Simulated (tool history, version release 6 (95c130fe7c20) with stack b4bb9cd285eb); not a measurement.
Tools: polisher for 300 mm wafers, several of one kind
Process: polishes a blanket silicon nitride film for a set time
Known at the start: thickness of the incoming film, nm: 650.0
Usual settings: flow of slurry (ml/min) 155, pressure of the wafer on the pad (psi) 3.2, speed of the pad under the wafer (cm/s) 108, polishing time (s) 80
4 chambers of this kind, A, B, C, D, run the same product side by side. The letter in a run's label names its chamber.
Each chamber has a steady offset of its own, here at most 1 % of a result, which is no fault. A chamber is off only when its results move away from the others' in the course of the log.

run	hour	flow of slurry (ml/min)	pressure of the wafer on the pad (psi)	speed of the pad under the wafer (cm/s)	polishing time (s)	wafers polished on this pad	hours since the slurry nozzle was cleaned	hours since the head pressure was calibrated	film removed (Å)
1B	5.7	155	3.2	108	80	174	133.2	384.2	1237.8
2A	10.8	155	3.2	108	80	591	142.7	199.3	1266.1
3D	16.3	155	3.2	108	80	689	116.5	1170.2	1245.4
4C	21.9	155	3.2	108	80	147	165.7	462.2	1260.4
5D	27.8	155	3.2	108	80	756	128	1181.7	1213.9
6C	31.8	155	3.2	108	80	204	175.6	472.1	1234.6
7A	37.1	155	3.2	108	80	745	169	225.6	1261.3
8B	41.6	155	3.2	108	80	385	169.1	420.1	1279.2
9B	46.1	155	3.2	108	80	411	173.6	424.6	1257.5
10C	48.7	155	3.2	108	80	303	192.5	489	1224.9
11D	54.2	155	3.2	108	80	911	154.4	1208.1	1218.7
12A	58.5	155	4.2	132	80	870	190.4	247	1924.7
13B	62.9	155	4.2	132	80	509	190.4	441.4	1889.4
14A	67.9	155	4.2	132	80	925	199.8	256.4	1884.8
15C	72.5	155	4.2	132	80	443	216.3	512.8	1901.4
16D	77.5	155	3.2	108	80	1047	177.7	1231.4	1193
17D	81.4	155	3.2	108	80	1070	181.6	1235.3	1159.6
18C	85.6	155	3.2	108	80	519	229.4	525.9	1226.9
19A	90.7	155	3.2	108	80	1058	222.6	279.2	1266.1
20B	95.7	155	3.2	108	80	701	223.2	474.2	1261.7
21B	101.3	155	3.2	140	80	734	228.8	479.8	1516.5
22D	104.2	155	3.2	140	80	1203	204.4	1258.1	1430.7
23A	108.2	155	3.2	140	80	1161	240.1	296.7	1573.1
24C	111.3	155	3.2	140	80	670	255.1	551.6	1541
25C	114.5	155	3.2	108	80	689	258.3	554.8	1230.4
26A	118.2	155	3.2	108	80	1219	250.1	306.7	1264.6
27D	123.5	190	2.3	108	80	1316	223.7	1277.4	843.44

What goes on in this fleet: one chamber off, a drifting gauge, or nothing beyond the chambers' own small offsets? Name the chamber and the cause, if any.

Chamber D drifts away from the others.
Cause: removal rate lost through wear of the pad, % = 10.7.
The log may not tell that from: slurry flow missing at the pad, %; head's pressure below its setpoint, %.

Here are 4 candidates for chamber D's next run, each the usual settings with a change, their results left as question marks. Which one brings its results back in line with what the others give on the usual settings?
In line means no further than this from the other chambers' mean on the usual settings: film removed (Å) 54
28D-1	127.7	155	3	102	80				?
28D-2	127.7	155	3.2	114	80				?
28D-3	127.7	155	3.2	106	78				?
28D-4	127.7	155	3.3	112	84				?

The other chambers' mean on the usual settings: film removed (Å) 1252.1
run	film removed (Å)
28D-1	997.59
28D-2	1165.8
28D-3	1071.5
28D-4	1245
28D-4 brings the chamber back in line.
